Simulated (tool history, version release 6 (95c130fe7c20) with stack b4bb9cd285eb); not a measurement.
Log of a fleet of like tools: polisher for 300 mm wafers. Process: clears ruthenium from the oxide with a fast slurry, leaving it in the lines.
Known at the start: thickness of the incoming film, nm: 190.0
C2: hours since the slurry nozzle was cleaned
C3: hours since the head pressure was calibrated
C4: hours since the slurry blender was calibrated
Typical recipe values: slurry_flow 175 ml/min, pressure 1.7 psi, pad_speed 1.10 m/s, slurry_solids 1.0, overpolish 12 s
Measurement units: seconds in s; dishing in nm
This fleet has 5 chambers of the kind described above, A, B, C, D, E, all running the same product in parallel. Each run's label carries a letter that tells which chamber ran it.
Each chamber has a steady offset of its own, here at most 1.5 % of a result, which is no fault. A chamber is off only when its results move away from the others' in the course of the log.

At day 0.229: chamber E: slurry blender recalibrated.
Run 1D, day 0.329: usual settings; wafers polished on this pad 638; C2 123.4; C3 71.0; C4 52.4. Result: seconds 62.128 s, dishing 28.935 nm.
At day 0.546: chamber A: slurry blender recalibrated.
Run 2C, day 0.900: usual settings; wafers polished on this pad 426; C2 269.3; C3 506.4; C4 43.2. Result: seconds 61.758 s, dishing 28.273 nm.
At day 1.012: chamber A: worn pad replaced by a new one.
At day 1.075: chamber E: slurry nozzle cleaned.
Run 3B, day 1.346: usual settings; wafers polished on this pad 646; C2 588.8; C3 184.5; C4 46.3. Result: seconds 63.153 s, dishing 28.679 nm.
At day 1.612: chamber C: slurry nozzle cleaned.
Run 4E, day 1.821: usual settings; wafers polished on this pad 860; C2 18.0; C3 89.0; C4 38.3. Result: seconds 62.057 s, dishing 28.747 nm.
At day 2.267: chamber D: worn pad replaced by a new one.
Run 5A, day 2.296: usual settings; wafers polished on this pad 171; C2 566.5; C3 58.4; C4 42.0. Result: seconds 62.276 s, dishing 28.149 nm.
At day 2.775: chamber C: worn pad replaced by a new one.
Run 6C, day 2.925: usual settings; wafers polished on this pad 20; C2 31.5; C3 555.0; C4 91.8. Result: seconds 61.894 s, dishing 28.719 nm.
Run 7E, day 3.371: usual settings; wafers polished on this pad 1066; C2 55.2; C3 126.2; C4 75.5. Result: seconds 62.669 s, dishing 28.465 nm.
Run 8B, day 3.842: usual settings; wafers polished on this pad 979; C2 648.7; C3 244.4; C4 106.2. Result: seconds 62.802 s, dishing 28.402 nm.
At day 4.033: chamber B: worn pad replaced by a new one.
At day 4.100: chamber C: head pressure recalibrated.
Run 9D, day 4.171: usual settings but slurry_flow 130 ml/min, pad_speed 0.86 m/s; wafers polished on this pad 254; C2 215.6; C3 163.2; C4 144.6. Result: seconds 85.650 s, dishing 22.064 nm.
At day 4.196: chamber A: slurry nozzle cleaned.
Run 10A, day 4.483: usual settings but slurry_flow 130 ml/min, pad_speed 0.86 m/s; wafers polished on this pad 462; C2 6.9; C3 110.9; C4 94.5. Result: seconds 84.798 s, dishing 21.943 nm.
At day 4.796: chamber E: worn pad replaced by a new one.
Run 11B, day 5.071: usual settings but slurry_flow 130 ml/min, pad_speed 0.86 m/s; wafers polished on this pad 138; C2 678.2; C3 273.9; C4 135.7. Result: seconds 86.219 s, dishing 22.368 nm.
Run 12A, day 5.396: usual settings but slurry_flow 130 ml/min, pad_speed 0.86 m/s; wafers polished on this pad 583; C2 28.8; C3 132.8; C4 116.4. Result: seconds 84.472 s, dishing 21.571 nm.
Run 13E, day 5.733: usual settings but slurry_flow 130 ml/min, pad_speed 0.86 m/s; wafers polished on this pad 125; C2 111.9; C3 182.9; C4 132.2. Result: seconds 84.496 s, dishing 22.005 nm.
Run 14C, day 6.279: usual settings; wafers polished on this pad 466; C2 112.0; C3 52.3; C4 172.3. Result: seconds 61.996 s, dishing 28.682 nm.
At day 6.288: chamber C: slurry blender recalibrated.
At day 6.721: chamber A: worn pad replaced by a new one.
Run 15D, day 6.862: usual settings but pressure 1.3 psi, slurry_solids 1.1; wafers polished on this pad 612; C2 280.2; C3 227.8; C4 209.2. Result: seconds 80.491 s, dishing 23.118 nm.
Run 16A, day 7.496: usual settings but pressure 1.3 psi, slurry_solids 1.1; wafers polished on this pad 103; C2 79.2; C3 183.2; C4 166.8. Result: seconds 77.674 s, dishing 23.012 nm.
Run 17C, day 7.929: usual settings but pressure 1.3 psi, slurry_solids 1.1; wafers polished on this pad 686; C2 151.6; C3 91.9; C4 39.4. Result: seconds 77.746 s, dishing 23.287 nm.
Run 18E, day 8.342: usual settings but pressure 1.3 psi, slurry_solids 1.1; wafers polished on this pad 472; C2 174.5; C3 245.5; C4 194.8. Result: seconds 78.221 s, dishing 23.733 nm.
Run 19D, day 8.779: usual settings but pressure 1.3 psi, slurry_solids 1.1; wafers polished on this pad 867; C2 326.2; C3 273.8; C4 255.2. Result: seconds 81.059 s, dishing 22.893 nm.
At day 9.075: chamber C: worn pad replaced by a new one.
Run 20B, day 9.088: usual settings; wafers polished on this pad 673; C2 774.6; C3 370.3; C4 232.1. Result: seconds 63.450 s, dishing 28.286 nm.
At day 9.246: chamber D: worn pad replaced by a new one.
Run 21D, day 9.529: usual settings but pressure 2.0 psi; wafers polished on this pad 37; C2 344.2; C3 291.8; C4 273.2. Result: seconds 54.584 s, dishing 31.221 nm.
Run 22E, day 10.171: usual settings but pressure 2.0 psi; wafers polished on this pad 715; C2 218.4; C3 289.4; C4 238.7. Result: seconds 53.890 s, dishing 33.320 nm.
At day 10.204: chamber A: slurry blender recalibrated.
Run 23C, day 10.829: usual settings but pressure 2.0 psi; wafers polished on this pad 234; C2 221.2; C3 161.5; C4 109.0. Result: seconds 52.144 s, dishing 32.836 nm.
Run 24A, day 11.379: usual settings but pressure 2.0 psi; wafers polished on this pad 620; C2 172.4; C3 276.4; C4 28.2. Result: seconds 53.025 s, dishing 32.076 nm.
At day 11.721: chamber B: slurry blender recalibrated.
At day 11.967: chamber B: worn pad replaced by a new one.
Run 25B, day 12.058: usual settings but pressure 2.0 psi; wafers polished on this pad 12; C2 845.9; C3 441.6; C4 8.1. Result: seconds 53.643 s, dishing 32.809 nm.
At day 12.321: chamber D: slurry blender recalibrated.
Run 26E, day 12.400: usual settings; wafers polished on this pad 1012; C2 271.9; C3 342.9; C4 292.2. Result: seconds 62.750 s, dishing 28.352 nm.
At day 12.988: chamber A: worn pad replaced by a new one.
At day 13.004: chamber C: slurry blender recalibrated.
Run 27A, day 13.075: usual settings but slurry_flow 140 ml/min; wafers polished on this pad 12; C2 213.1; C3 317.1; C4 68.9. Result: seconds 64.954 s, dishing 26.930 nm.
Run 28D, day 13.529: usual settings but slurry_flow 140 ml/min; wafers polished on this pad 570; C2 440.2; C3 387.8; C4 29.0. Result: seconds 69.749 s, dishing 25.718 nm.
At day 13.746: chamber E: worn pad replaced by a new one.
Run 29B, day 13.871: usual settings but slurry_flow 140 ml/min; wafers polished on this pad 253; C2 889.4; C3 485.1; C4 51.6. Result: seconds 66.403 s, dishing 27.842 nm.
Run 30C, day 14.379: usual settings but slurry_flow 140 ml/min; wafers polished on this pad 706; C2 306.4; C3 246.7; C4 33.1. Result: seconds 64.262 s, dishing 27.468 nm.
At day 14.429: chamber C: worn pad replaced by a new one.
Run 31E, day 14.775: usual settings but slurry_flow 140 ml/min; wafers polished on this pad 137; C2 328.9; C3 399.9; C4 349.2. Result: seconds 65.479 s, dishing 27.291 nm.
At day 14.850: chamber C: slurry nozzle cleaned.
Run 32A, day 15.192: usual settings; wafers polished on this pad 293; C2 263.9; C3 367.9; C4 119.7. Result: seconds 62.565 s, dishing 27.791 nm.
Run 33B, day 15.500: usual settings; wafers polished on this pad 470; C2 928.5; C3 524.2; C4 90.7. Result: seconds 63.013 s, dishing 28.135 nm.
Run 34C, day 16.054: usual settings; wafers polished on this pad 216; C2 29.0; C3 286.9; C4 73.3. Result: seconds 62.216 s, dishing 28.749 nm.

All 5 chambers run these settings next. Forecast each chamber's results:
Run 35A, day 16.546: usual settings but pressure 2.0 psi. Result: seconds ?, dishing ?.
Run 35B, day 16.546: usual settings but pressure 2.0 psi. Result: seconds ?, dishing ?.
Run 35C, day 16.546: usual settings but pressure 2.0 psi. Result: seconds ?, dishing ?.
Run 35D, day 16.546: usual settings but pressure 2.0 psi. Result: seconds ?, dishing ?.
Run 35E, day 16.546: usual settings but pressure 2.0 psi. Result: seconds ?, dishing ?.

run  seconds  dishing
35A   54.095   32.851
35B   54.291   32.569
35C   53.401   32.848
35D   58.063   30.003
35E   52.915   32.296
